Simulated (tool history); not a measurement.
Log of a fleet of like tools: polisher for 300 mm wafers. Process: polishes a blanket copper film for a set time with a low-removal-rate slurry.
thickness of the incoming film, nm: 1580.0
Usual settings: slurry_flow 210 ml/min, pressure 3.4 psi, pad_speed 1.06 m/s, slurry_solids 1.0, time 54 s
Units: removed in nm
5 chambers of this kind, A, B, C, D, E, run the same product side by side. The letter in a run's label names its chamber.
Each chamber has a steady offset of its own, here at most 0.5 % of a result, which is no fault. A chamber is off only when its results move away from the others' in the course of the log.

-- day=0.092 chamber E: slurry blender recalibrated
-- day=0.217 chamber A: head pressure recalibrated
run 1D day=0.233 | slurry_flow=210 pressure=3.4 pad_speed=1.06 slurry_solids=1.0 time=54 | removed=163.16
-- day=0.296 chamber C: slurry blender recalibrated
-- day=0.367 chamber E: slurry nozzle cleaned
run 2A day=0.454 | slurry_flow=210 pressure=3.4 pad_speed=1.06 slurry_solids=1.0 time=54 | removed=167.28
-- day=0.592 chamber E: worn pad replaced by a new one
-- day=0.667 chamber B: worn pad replaced by a new one
run 3E day=0.733 | slurry_flow=210 pressure=3.4 pad_speed=1.06 slurry_solids=1.0 time=54 | removed=165.50
run 4B day=0.971 | slurry_flow=210 pressure=3.4 pad_speed=1.06 slurry_solids=1.0 time=54 | removed=166.08
-- day=1.075 chamber D: worn pad replaced by a new one
run 5C day=1.158 | slurry_flow=210 pressure=3.4 pad_speed=1.06 slurry_solids=1.0 time=54 | removed=166.93
-- day=1.304 chamber B: slurry nozzle cleaned
run 6B day=1.438 | slurry_flow=210 pressure=3.4 pad_speed=1.06 slurry_solids=1.0 time=54 | removed=168.05
-- day=1.521 chamber C: worn pad replaced by a new one
run 7A day=1.650 | slurry_flow=210 pressure=3.4 pad_speed=1.06 slurry_solids=1.0 time=54 | removed=164.05
run 8E day=1.983 | slurry_flow=210 pressure=3.4 pad_speed=1.06 slurry_solids=1.0 time=54 | removed=162.49
-- day=2.258 chamber A: worn pad replaced by a new one
run 9C day=2.258 | slurry_flow=270 pressure=3.4 pad_speed=1.06 slurry_solids=1.0 time=54 | removed=168.79
run 10D day=2.538 | slurry_flow=270 pressure=3.4 pad_speed=1.06 slurry_solids=1.0 time=54 | removed=171.53
-- day=2.554 chamber B: worn pad replaced by a new one
-- day=2.692 chamber C: head pressure recalibrated
run 11D day=2.792 | slurry_flow=270 pressure=3.4 pad_speed=1.06 slurry_solids=1.0 time=54 | removed=171.11
-- day=2.988 chamber E: worn pad replaced by a new one
-- day=3.067 chamber D: worn pad replaced by a new one
run 12C day=3.129 | slurry_flow=270 pressure=3.4 pad_speed=1.06 slurry_solids=1.0 time=54 | removed=167.10
run 13B day=3.425 | slurry_flow=270 pressure=3.4 pad_speed=1.06 slurry_solids=1.0 time=54 | removed=169.17
run 14E day=3.733 | slurry_flow=235 pressure=3.4 pad_speed=1.06 slurry_solids=1.0 time=39 | removed=121.20
-- day=3.783 chamber E: head pressure recalibrated
-- day=3.983 chamber C: worn pad replaced by a new one
run 15A day=4.000 | slurry_flow=235 pressure=3.4 pad_speed=1.06 slurry_solids=1.0 time=39 | removed=123.25
run 16D day=4.296 | slurry_flow=235 pressure=3.4 pad_speed=1.06 slurry_solids=1.0 time=39 | removed=122.48
-- day=4.362 chamber B: worn pad replaced by a new one
run 17C day=4.479 | slurry_flow=235 pressure=3.4 pad_speed=1.06 slurry_solids=1.0 time=39 | removed=121.38
-- day=4.496 chamber A: slurry blender recalibrated
run 18E day=4.683 | slurry_flow=235 pressure=3.4 pad_speed=1.06 slurry_solids=1.0 time=39 | removed=118.94
-- day=4.921 chamber D: worn pad replaced by a new one
-- day=4.979 chamber E: worn pad replaced by a new one
run 19A day=5.033 | slurry_flow=210 pressure=3.4 pad_speed=1.38 slurry_solids=1.0 time=60 | removed=239.93
run 20B day=5.229 | slurry_flow=210 pressure=3.4 pad_speed=1.38 slurry_solids=1.0 time=60 | removed=237.56
run 21A day=5.604 | slurry_flow=210 pressure=3.4 pad_speed=1.38 slurry_solids=1.0 time=60 | removed=238.92
run 22E day=5.858 | slurry_flow=210 pressure=3.4 pad_speed=1.38 slurry_solids=1.0 time=60 | removed=238.75
-- day=5.971 chamber C: slurry blender recalibrated
-- day=5.979 chamber A: worn pad replaced by a new one
run 23C day=6.062 | slurry_flow=210 pressure=3.4 pad_speed=1.38 slurry_solids=1.0 time=60 | removed=236.30
run 24B day=6.371 | slurry_flow=210 pressure=3.4 pad_speed=1.06 slurry_solids=1.0 time=54 | removed=165.41
-- day=6.575 chamber B: worn pad replaced by a new one
run 25D day=6.596 | slurry_flow=210 pressure=3.4 pad_speed=1.06 slurry_solids=1.0 time=54 | removed=168.60
run 26D day=6.796 | slurry_flow=210 pressure=3.4 pad_speed=1.06 slurry_solids=1.0 time=54 | removed=163.95
-- day=6.908 chamber E: worn pad replaced by a new one
-- day=7.033 chamber D: worn pad replaced by a new one
-- day=7.038 chamber C: worn pad replaced by a new one
run 27C day=7.146 | slurry_flow=210 pressure=3.4 pad_speed=1.06 slurry_solids=1.0 time=54 | removed=162.89
run 28A day=7.308 | slurry_flow=210 pressure=3.4 pad_speed=1.06 slurry_solids=1.0 time=54 | removed=162.75
run 29E day=7.592 | slurry_flow=210 pressure=3.4 pad_speed=1.06 slurry_solids=1.0 time=54 | removed=163.29
run 30B day=7.754 | slurry_flow=210 pressure=3.4 pad_speed=1.06 slurry_solids=1.0 time=54 | removed=163.16
run 31A day=8.021 | slurry_flow=210 pressure=3.4 pad_speed=1.06 slurry_solids=1.0 time=54 | removed=166.36
run 32B day=8.262 | slurry_flow=210 pressure=3.4 pad_speed=1.06 slurry_solids=1.0 time=54 | removed=168.73
run 33C day=8.429 | slurry_flow=210 pressure=3.4 pad_speed=1.06 slurry_solids=1.0 time=54 | removed=163.58
-- day=8.571 chamber B: slurry blender recalibrated
-- day=8.621 chamber B: worn pad replaced by a new one
run 34D day=8.688 | slurry_flow=210 pressure=3.4 pad_speed=1.06 slurry_solids=1.0 time=54 | removed=166.57
-- day=8.754 chamber A: slurry nozzle cleaned
-- day=8.908 chamber E: worn pad replaced by a new one
run 35E day=8.971 | slurry_flow=210 pressure=3.4 pad_speed=1.06 slurry_solids=1.0 time=54 | removed=167.28
run 36B day=9.329 | slurry_flow=210 pressure=3.9 pad_speed=1.06 slurry_solids=1.0 time=54 | removed=184.41
run 37C day=9.696 | slurry_flow=210 pressure=3.9 pad_speed=1.06 slurry_solids=1.0 time=54 | removed=191.48
-- day=9.850 chamber A: worn pad replaced by a new one
run 38E day=10.008 | slurry_flow=210 pressure=3.9 pad_speed=1.06 slurry_solids=1.0 time=54 | removed=187.02
run 39A day=10.329 | slurry_flow=210 pressure=3.9 pad_speed=1.06 slurry_solids=1.0 time=54 | removed=192.24

Next, every chamber runs the same settings. What will each give?
run 40A day=10.596 | slurry_flow=210 pressure=3.4 pad_speed=1.06 slurry_solids=1.2 time=54 | removed=?
run 40B day=10.596 | slurry_flow=210 pressure=3.4 pad_speed=1.06 slurry_solids=1.2 time=54 | removed=?
run 40C day=10.596 | slurry_flow=210 pressure=3.4 pad_speed=1.06 slurry_solids=1.2 time=54 | removed=?
run 40D day=10.596 | slurry_flow=210 pressure=3.4 pad_speed=1.06 slurry_solids=1.2 time=54 | removed=?
run 40E day=10.596 | slurry_flow=210 pressure=3.4 pad_speed=1.06 slurry_solids=1.2 time=54 | removed=?

run=40A removed=173.83
run=40B removed=173.93
run=40C removed=171.13
run=40D removed=170.98
run=40E removed=167.30

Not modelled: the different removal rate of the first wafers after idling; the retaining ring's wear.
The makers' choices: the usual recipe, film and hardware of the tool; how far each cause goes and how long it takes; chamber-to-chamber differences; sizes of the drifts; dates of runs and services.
